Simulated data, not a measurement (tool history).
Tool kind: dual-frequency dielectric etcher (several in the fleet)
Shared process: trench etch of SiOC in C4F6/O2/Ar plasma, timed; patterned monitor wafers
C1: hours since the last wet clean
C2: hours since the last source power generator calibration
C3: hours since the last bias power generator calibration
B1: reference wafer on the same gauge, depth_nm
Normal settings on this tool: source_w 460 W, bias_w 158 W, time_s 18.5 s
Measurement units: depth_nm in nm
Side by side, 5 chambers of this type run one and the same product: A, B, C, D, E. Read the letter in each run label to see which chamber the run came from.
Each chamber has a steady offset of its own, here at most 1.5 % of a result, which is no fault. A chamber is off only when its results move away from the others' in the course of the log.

-- day=0.362 chamber E: wet clean of the chamber
run 1C day=0.492 | source_w=460 bias_w=158 time_s=18.5 | C1=48.5 C2=336.5 C3=994.6 | B1=37.013 | depth_nm=39.407
run 2B day=0.746 | source_w=460 bias_w=158 time_s=18.5 | C1=109 C2=1439.5 C3=2565.5 | B1=36.998 | depth_nm=38.819
run 3D day=1.071 | source_w=460 bias_w=158 time_s=18.5 | C1=477.7 C2=1855.2 C3=2292.8 | B1=36.999 | depth_nm=39.116
run 4E day=1.479 | source_w=460 bias_w=158 time_s=18.5 | C1=26.9 C2=3342.8 C3=1827.5 | B1=37.014 | depth_nm=39.114
run 5A day=2.042 | source_w=460 bias_w=158 time_s=18.5 | C1=436.2 C2=2028.2 C3=811.3 | B1=37.012 | depth_nm=38.911
run 6B day=2.454 | source_w=460 bias_w=158 time_s=18.5 | C1=150 C2=1480.5 C3=2606.5 | B1=37.025 | depth_nm=38.946
run 7E day=2.8 | source_w=460 bias_w=158 time_s=18.5 | C1=58.6 C2=3374.5 C3=1859.2 | B1=37.025 | depth_nm=39.028
run 8D day=3.079 | source_w=460 bias_w=158 time_s=18.5 | C1=525.9 C2=1903.4 C3=2341 | B1=37.033 | depth_nm=39.066
run 9A day=3.583 | source_w=460 bias_w=158 time_s=18.5 | C1=473.2 C2=2065.2 C3=848.3 | B1=37.038 | depth_nm=38.858
-- day=3.967 chamber D: source power generator calibrated
run 10C day=4.146 | source_w=460 bias_w=158 time_s=18.5 | C1=136.2 C2=424.2 C3=1082.3 | B1=37.029 | depth_nm=39.583
-- day=4.354 chamber A: wet clean of the chamber
run 11D day=4.538 | source_w=460 bias_w=158 time_s=18.5 | C1=560.9 C2=13.8 C3=2376 | B1=37.053 | depth_nm=39.158
run 12B day=4.942 | source_w=460 bias_w=158 time_s=18.5 | C1=209.7 C2=1540.2 C3=2666.2 | B1=37.044 | depth_nm=38.96
run 13A day=5.408 | source_w=460 bias_w=158 time_s=18.5 | C1=25.3 C2=2109 C3=892.1 | B1=37.061 | depth_nm=38.892
run 14C day=5.754 | source_w=460 bias_w=158 time_s=18.5 | C1=174.8 C2=462.8 C3=1120.9 | B1=37.049 | depth_nm=39.435
run 15E day=6.233 | source_w=460 bias_w=158 time_s=18.5 | C1=141 C2=3456.9 C3=1941.6 | B1=37.055 | depth_nm=39.102
run 16C day=6.804 | source_w=460 bias_w=158 time_s=18.5 | C1=200 C2=488 C3=1146.1 | B1=37.068 | depth_nm=39.522
run 17A day=7.192 | source_w=460 bias_w=197 time_s=17 | C1=68.1 C2=2151.8 C3=934.9 | B1=37.072 | depth_nm=38.275
-- day=7.354 chamber D: wet clean of the chamber
run 18D day=7.696 | source_w=460 bias_w=197 time_s=17 | C1=8.3 C2=89.6 C3=2451.8 | B1=37.077 | depth_nm=38.517
run 19E day=8.021 | source_w=460 bias_w=197 time_s=17 | C1=183.9 C2=3499.8 C3=1984.5 | B1=37.084 | depth_nm=38.529
run 20B day=8.292 | source_w=460 bias_w=197 time_s=17 | C1=290.1 C2=1620.6 C3=2746.6 | B1=37.085 | depth_nm=38.302
run 21E day=8.804 | source_w=460 bias_w=197 time_s=17 | C1=202.7 C2=3518.6 C3=2003.3 | B1=37.086 | depth_nm=38.465
run 22C day=9.392 | source_w=460 bias_w=188 time_s=21.5 | C1=262.1 C2=550.1 C3=1208.2 | B1=37.078 | depth_nm=48.446
run 23B day=9.7 | source_w=460 bias_w=188 time_s=21.5 | C1=323.9 C2=1654.4 C3=2780.4 | B1=37.096 | depth_nm=47.811
run 24D day=10.129 | source_w=460 bias_w=188 time_s=21.5 | C1=66.7 C2=148 C3=2510.2 | B1=37.099 | depth_nm=48.063
run 25A day=10.529 | source_w=460 bias_w=188 time_s=21.5 | C1=148.2 C2=2231.9 C3=1015 | B1=37.106 | depth_nm=47.773
run 26A day=10.908 | source_w=460 bias_w=188 time_s=21.5 | C1=157.3 C2=2241 C3=1024.1 | B1=37.107 | depth_nm=47.722
run 27D day=11.438 | source_w=460 bias_w=158 time_s=18.5 | C1=98.1 C2=179.4 C3=2541.6 | B1=37.111 | depth_nm=39.138
run 28B day=11.746 | source_w=420 bias_w=158 time_s=18.5 | C1=373 C2=1703.5 C3=2829.5 | B1=37.125 | depth_nm=37.628
run 29E day=12.067 | source_w=420 bias_w=158 time_s=18.5 | C1=281 C2=3596.9 C3=2081.6 | B1=37.11 | depth_nm=37.835
run 30C day=12.612 | source_w=420 bias_w=158 time_s=18.5 | C1=339.4 C2=627.4 C3=1285.5 | B1=37.119 | depth_nm=38.188
run 31E day=12.979 | source_w=420 bias_w=158 time_s=18.5 | C1=302.9 C2=3618.8 C3=2103.5 | B1=37.11 | depth_nm=37.832
-- day=13.062 chamber C: wet clean of the chamber
run 32D day=13.504 | source_w=420 bias_w=158 time_s=18.5 | C1=147.7 C2=229 C3=2591.2 | B1=37.128 | depth_nm=37.79
run 33A day=13.946 | source_w=460 bias_w=158 time_s=18.5 | C1=230.2 C2=2313.9 C3=1097 | B1=37.145 | depth_nm=38.99
run 34C day=14.517 | source_w=460 bias_w=158 time_s=18.5 | C1=35 C2=673.1 C3=1331.2 | B1=37.132 | depth_nm=39.577
run 35B day=15.083 | source_w=460 bias_w=158 time_s=18.5 | C1=453.1 C2=1783.6 C3=2909.6 | B1=37.134 | depth_nm=39.067
run 36B day=15.658 | source_w=460 bias_w=158 time_s=18.5 | C1=466.9 C2=1797.4 C3=2923.4 | B1=37.144 | depth_nm=39.001
run 37E day=16.158 | source_w=460 bias_w=158 time_s=18.5 | C1=379.2 C2=3695.1 C3=2179.8 | B1=37.158 | depth_nm=39.149
run 38A day=16.517 | source_w=460 bias_w=158 time_s=18.5 | C1=291.9 C2=2375.6 C3=1158.7 | B1=37.16 | depth_nm=38.985
run 39C day=16.842 | source_w=460 bias_w=158 time_s=18.5 | C1=90.8 C2=728.9 C3=1387 | B1=37.152 | depth_nm=39.528
run 40D day=17.412 | source_w=460 bias_w=158 time_s=18.5 | C1=241.5 C2=322.8 C3=2685 | B1=37.161 | depth_nm=39.252

One chamber off, gauge drift, or nothing amiss beyond the chambers' own small offsets? If it is a chamber, which one, and what is the likeliest cause?

The shared gauge is drifting. All chambers look as if they move in step, but none is off.
Likeliest cause: gauge reads high (%) = 0.459.

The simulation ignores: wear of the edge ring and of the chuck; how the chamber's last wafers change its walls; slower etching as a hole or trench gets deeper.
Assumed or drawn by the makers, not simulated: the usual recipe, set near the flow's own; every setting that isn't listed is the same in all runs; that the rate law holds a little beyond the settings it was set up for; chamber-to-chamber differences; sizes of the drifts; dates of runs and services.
